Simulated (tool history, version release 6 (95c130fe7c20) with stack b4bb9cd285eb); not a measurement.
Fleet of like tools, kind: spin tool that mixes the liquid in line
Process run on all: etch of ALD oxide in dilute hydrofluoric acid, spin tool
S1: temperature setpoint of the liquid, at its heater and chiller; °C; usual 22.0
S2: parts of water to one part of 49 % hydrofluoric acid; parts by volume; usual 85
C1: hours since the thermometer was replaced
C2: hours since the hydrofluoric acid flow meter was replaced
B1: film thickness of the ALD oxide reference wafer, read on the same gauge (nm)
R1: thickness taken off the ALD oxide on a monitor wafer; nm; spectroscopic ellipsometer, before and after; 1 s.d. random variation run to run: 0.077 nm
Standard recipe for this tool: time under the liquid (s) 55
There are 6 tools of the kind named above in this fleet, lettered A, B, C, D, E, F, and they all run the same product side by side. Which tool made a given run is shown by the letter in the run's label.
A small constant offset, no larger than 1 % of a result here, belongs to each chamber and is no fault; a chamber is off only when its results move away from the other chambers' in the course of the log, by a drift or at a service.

At hour 2.2: chamber C: hydrofluoric acid flow meter replaced.
Run 1F, hour 12.8: usual settings; C1 2338.3; C2 399.6; B1 80.026. Result: R1 10.1720 nm.
Run 2D, hour 23.9: usual settings; C1 24.5; C2 205.7; B1 80.023. Result: R1 10.1930 nm.
Run 3B, hour 36.4: usual settings; C1 655.1; C2 504.4; B1 80.002. Result: R1 10.2780 nm.
Run 4C, hour 46.2: usual settings; C1 518.2; C2 44.1; B1 79.972. Result: R1 10.3880 nm.
Run 5E, hour 53.2: usual settings; C1 967.5; C2 117.6; B1 80.032. Result: R1 10.3850 nm.
Run 6A, hour 60.2: usual settings; C1 620.5; C2 903.2; B1 79.981. Result: R1 10.2700 nm.
Run 7E, hour 72.0: usual settings; C1 986.3; C2 136.4; B1 80.027. Result: R1 10.2500 nm.
Run 8C, hour 79.3: usual settings but time under the liquid (s) 35; C1 551.3; C2 77.2; B1 80.047. Result: R1 6.5522 nm.
Run 9F, hour 92.5: usual settings but time under the liquid (s) 35; C1 2418.0; C2 479.3; B1 79.991. Result: R1 6.5763 nm.
At hour 93.1: chamber F: thermometer replaced.
Run 10B, hour 99.4: usual settings but time under the liquid (s) 35; C1 718.1; C2 567.4; B1 79.984. Result: R1 6.6475 nm.
Run 11D, hour 106.8: usual settings but time under the liquid (s) 35; C1 107.4; C2 288.6; B1 80.015. Result: R1 6.5022 nm.
Run 12A, hour 118.2: usual settings but time under the liquid (s) 35; C1 678.5; C2 961.2; B1 80.031. Result: R1 6.5382 nm.
Run 13F, hour 127.0: usual settings but time under the liquid (s) 35; C1 34.0; C2 513.8; B1 79.994. Result: R1 6.5257 nm.
Run 14C, hour 133.5: usual settings; C1 605.5; C2 131.4; B1 80.018. Result: R1 10.4750 nm.
Run 15A, hour 140.7: usual settings; C1 701.0; C2 983.7; B1 80.013. Result: R1 10.3530 nm.
Run 16D, hour 149.4: usual settings; C1 150.0; C2 331.2; B1 80.033. Result: R1 10.2900 nm.
Run 17B, hour 161.3: usual settings but S2 100 parts by volume; C1 780.0; C2 629.3; B1 80.017. Result: R1 8.5898 nm.
Run 18E, hour 168.4: usual settings but S2 100 parts by volume; C1 1082.7; C2 232.8; B1 80.019. Result: R1 8.8725 nm.
Run 19B, hour 176.8: usual settings but S2 100 parts by volume; C1 795.5; C2 644.8; B1 80.040. Result: R1 8.6894 nm.
Run 20F, hour 187.3: usual settings but S2 100 parts by volume; C1 94.3; C2 574.1; B1 79.994. Result: R1 8.4916 nm.
Run 21D, hour 196.6: usual settings but S2 100 parts by volume; C1 197.2; C2 378.4; B1 79.993. Result: R1 8.4997 nm.
Run 22E, hour 206.9: usual settings but S2 100 parts by volume; C1 1121.2; C2 271.3; B1 80.012. Result: R1 8.8633 nm.
Run 23A, hour 218.1: usual settings but S1 23.5 °C, S2 115 parts by volume; C1 778.4; C2 1061.1; B1 80.015. Result: R1 7.7813 nm.
Run 24C, hour 228.0: usual settings but S1 23.5 °C, S2 115 parts by volume; C1 700.0; C2 225.9; B1 79.975. Result: R1 7.9142 nm.
Run 25C, hour 234.9: usual settings but S1 23.5 °C, S2 115 parts by volume; C1 706.9; C2 232.8; B1 80.019. Result: R1 7.9067 nm.
Run 26F, hour 242.5: usual settings but S1 23.5 °C, S2 115 parts by volume; C1 149.5; C2 629.3; B1 80.026. Result: R1 7.8439 nm.
Run 27D, hour 249.4: usual settings but S1 23.5 °C, S2 115 parts by volume; C1 250.0; C2 431.2; B1 79.996. Result: R1 7.7542 nm.
Run 28A, hour 262.0: usual settings but S1 23.5 °C, S2 115 parts by volume; C1 822.3; C2 1105.0; B1 80.007. Result: R1 7.7944 nm.
Run 29B, hour 268.4: usual settings; C1 887.1; C2 736.4; B1 79.993. Result: R1 10.3720 nm.
Run 30E, hour 280.0: usual settings; C1 1194.3; C2 344.4; B1 79.997. Result: R1 10.9100 nm.
Run 31C, hour 289.3: usual settings; C1 761.3; C2 287.2; B1 80.020. Result: R1 10.3600 nm.
Run 32E, hour 301.8: usual settings; C1 1216.1; C2 366.2; B1 79.981. Result: R1 10.9460 nm.
Run 33A, hour 311.8: usual settings; C1 872.1; C2 1154.8; B1 79.978. Result: R1 10.3550 nm.
Run 34F, hour 321.2: usual settings; C1 228.2; C2 708.0; B1 79.985. Result: R1 10.1590 nm.
At hour 330.3: chamber B: thermometer replaced.
Run 35D, hour 331.0: usual settings but S2 125 parts by volume; C1 331.6; C2 512.8; B1 79.973. Result: R1 6.6521 nm.
Run 36B, hour 344.3: usual settings but S2 125 parts by volume; C1 14.0; C2 812.3; B1 80.010. Result: R1 6.6662 nm.
Run 37C, hour 355.0: usual settings but S2 125 parts by volume; C1 827.0; C2 352.9; B1 80.008. Result: R1 6.7914 nm.
Run 38B, hour 366.6: usual settings but S2 125 parts by volume; C1 36.3; C2 834.6; B1 79.964. Result: R1 6.7294 nm.
Run 39E, hour 375.3: usual settings but S2 125 parts by volume; C1 1289.6; C2 439.7; B1 79.966. Result: R1 7.2826 nm.
Run 40A, hour 386.8: usual settings but S2 125 parts by volume; C1 947.1; C2 1229.8; B1 80.003. Result: R1 6.6367 nm.
Run 41D, hour 398.1: usual settings; C1 398.7; C2 579.9; B1 79.981. Result: R1 10.2690 nm.
Run 42F, hour 408.6: usual settings; C1 315.6; C2 795.4; B1 79.995. Result: R1 10.4450 nm.

Predict what each chamber gives when all 6 of them run the settings below next.
Run 43A, hour 418.2: usual settings. Result: R1 ?.
Run 43B, hour 418.2: usual settings. Result: R1 ?.
Run 43C, hour 418.2: usual settings. Result: R1 ?.
Run 43D, hour 418.2: usual settings. Result: R1 ?.
Run 43E, hour 418.2: usual settings. Result: R1 ?.
Run 43F, hour 418.2: usual settings. Result: R1 ?.

run       R1
43A  10.3390
43B  10.5460
43C  10.4480
43D  10.2990
43E  11.2470
43F  10.2870

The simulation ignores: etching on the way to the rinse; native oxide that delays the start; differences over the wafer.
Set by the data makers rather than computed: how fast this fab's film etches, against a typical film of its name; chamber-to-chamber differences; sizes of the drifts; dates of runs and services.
